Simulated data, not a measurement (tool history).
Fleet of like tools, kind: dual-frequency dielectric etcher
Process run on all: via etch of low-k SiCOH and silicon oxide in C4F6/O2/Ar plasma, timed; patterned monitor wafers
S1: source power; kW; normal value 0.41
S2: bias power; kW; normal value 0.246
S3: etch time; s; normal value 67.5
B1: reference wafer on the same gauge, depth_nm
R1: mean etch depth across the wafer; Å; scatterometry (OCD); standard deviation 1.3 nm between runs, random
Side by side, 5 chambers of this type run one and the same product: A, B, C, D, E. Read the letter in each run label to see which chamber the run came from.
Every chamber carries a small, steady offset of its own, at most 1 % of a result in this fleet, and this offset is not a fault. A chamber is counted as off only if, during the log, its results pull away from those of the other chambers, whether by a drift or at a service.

| run | hour | S1 | S2 | S3 | B1 | R1 |
|---|---|---|---|---|---|---|
| 1C | 12.7 | 0.41 | 0.246 | 67.5 | 215.05 | 1962.9 |
| 2D | 18.4 | 0.41 | 0.246 | 67.5 | 215.06 | 1972.6 |
|  | 19.6 | chamber D: source power generator calibrated |
| 3A | 28.1 | 0.41 | 0.246 | 67.5 | 215.02 | 1981.2 |
| 4E | 40.7 | 0.41 | 0.246 | 67.5 | 214.9 | 1975.5 |
| 5B | 49.8 | 0.49 | 0.246 | 67.5 | 215.01 | 2111.4 |
| 6A | 58.5 | 0.49 | 0.246 | 67.5 | 215.16 | 2128.9 |
| 7D | 64.5 | 0.49 | 0.246 | 67.5 | 214.95 | 2120.9 |
| 8E | 70.6 | 0.49 | 0.246 | 67.5 | 215.1 | 2133 |
| 9C | 81.9 | 0.49 | 0.246 | 67.5 | 214.59 | 2083 |
| 10B | 93.4 | 0.41 | 0.246 | 67.5 | 215.07 | 1983.9 |
| 11A | 101.6 | 0.41 | 0.246 | 67.5 | 215.15 | 1993.5 |
| 12D | 110.4 | 0.41 | 0.246 | 67.5 | 215.1 | 1971.6 |
| 13B | 116.6 | 0.41 | 0.246 | 67.5 | 215.04 | 1981.7 |
| 14E | 128.4 | 0.41 | 0.246 | 67.5 | 215.42 | 1962.7 |
| 15C | 134.1 | 0.41 | 0.246 | 67.5 | 214.91 | 1960.1 |
| 16C | 144.3 | 0.41 | 0.246 | 67.5 | 215.16 | 1969 |
| 17A | 154.5 | 0.41 | 0.246 | 52 | 215.18 | 1524.8 |
| 18E | 166.6 | 0.41 | 0.246 | 52 | 214.57 | 1521 |
| 19B | 172.7 | 0.41 | 0.246 | 52 | 215.14 | 1518 |
| 20D | 180.2 | 0.41 | 0.246 | 52 | 214.77 | 1532.8 |
| 21D | 185.7 | 0.41 | 0.246 | 52 | 214.89 | 1520.5 |
| 22A | 192.5 | 0.41 | 0.246 | 67.5 | 214.69 | 2006.9 |
| 23B | 201.2 | 0.41 | 0.246 | 67.5 | 214.56 | 1955.2 |
| 24C | 208.3 | 0.41 | 0.246 | 67.5 | 214.99 | 2003.3 |
| 25E | 215.8 | 0.41 | 0.246 | 67.5 | 215.11 | 1944.9 |
|  | 222.1 | chamber D: wet clean of the chamber |
| 26B | 222.1 | 0.41 | 0.246 | 67.5 | 214.81 | 1952.7 |
| 27A | 233.2 | 0.41 | 0.246 | 67.5 | 214.71 | 1974.9 |
|  | 240.2 | chamber C: bias power generator calibrated |
| 28E | 243 | 0.32 | 0.246 | 67.5 | 215.04 | 1793.1 |
| 29C | 253.4 | 0.32 | 0.246 | 67.5 | 214.55 | 1819.1 |
|  | 259.1 | chamber E: wet clean of the chamber |
| 30D | 264.7 | 0.32 | 0.246 | 67.5 | 215.29 | 1812.9 |
| 31C | 273 | 0.32 | 0.246 | 67.5 | 214.86 | 1840.7 |
| 32B | 280.1 | 0.32 | 0.246 | 67.5 | 214.92 | 1777.7 |
| 33A | 290 | 0.41 | 0.246 | 67.5 | 214.93 | 1981.2 |
| 34D | 296.9 | 0.41 | 0.246 | 67.5 | 215.1 | 1977.8 |
|  | 297.9 | chamber B: wet clean of the chamber |
|  | 300.6 | chamber A: wet clean of the chamber |
| 35E | 307.6 | 0.41 | 0.246 | 67.5 | 214.72 | 1940.8 |
| 36D | 316.4 | 0.41 | 0.246 | 67.5 | 215.4 | 2000.8 |
| 37B | 322.8 | 0.41 | 0.246 | 67.5 | 215.16 | 1960.9 |
| 38A | 332.1 | 0.41 | 0.246 | 67.5 | 214.96 | 1998.8 |

Is one chamber out of step, is the gauge drifting, or do the chambers differ by no more than their own small offsets? For an off chamber, give its letter and the likeliest cause.

Little by little, chamber C moves away from the other chambers.
What lies behind it: etch rate over this chamber's usual, % = 3.99.

Here are 4 candidates for chamber C's next run, each the usual settings with a change, their results left as question marks. Which one brings its results back in line with what the others give on the usual settings?
To be in line, a result may differ from the other chambers' mean on the usual settings by at most: R1 46 Å
| 39C-1 | 341.3 | 0.41 | 0.246 | 69.5 |  | ? |
| 39C-2 | 341.3 | 0.37 | 0.221 | 67.5 |  | ? |
| 39C-3 | 341.3 | 0.41 | 0.25 | 72 |  | ? |
| 39C-4 | 341.3 | 0.41 | 0.244 | 65.5 |  | ? |

Usual-settings mean across the other chambers: R1 1972 Å
| run | R1 |
|---|---|
| 39C-1 | 2099.4 |
| 39C-2 | 1890.9 |
| 39C-3 | 2186.8 |
| 39C-4 | 1973.1 |
39C-4 is the one that brings the chamber's results back in line with the other chambers.
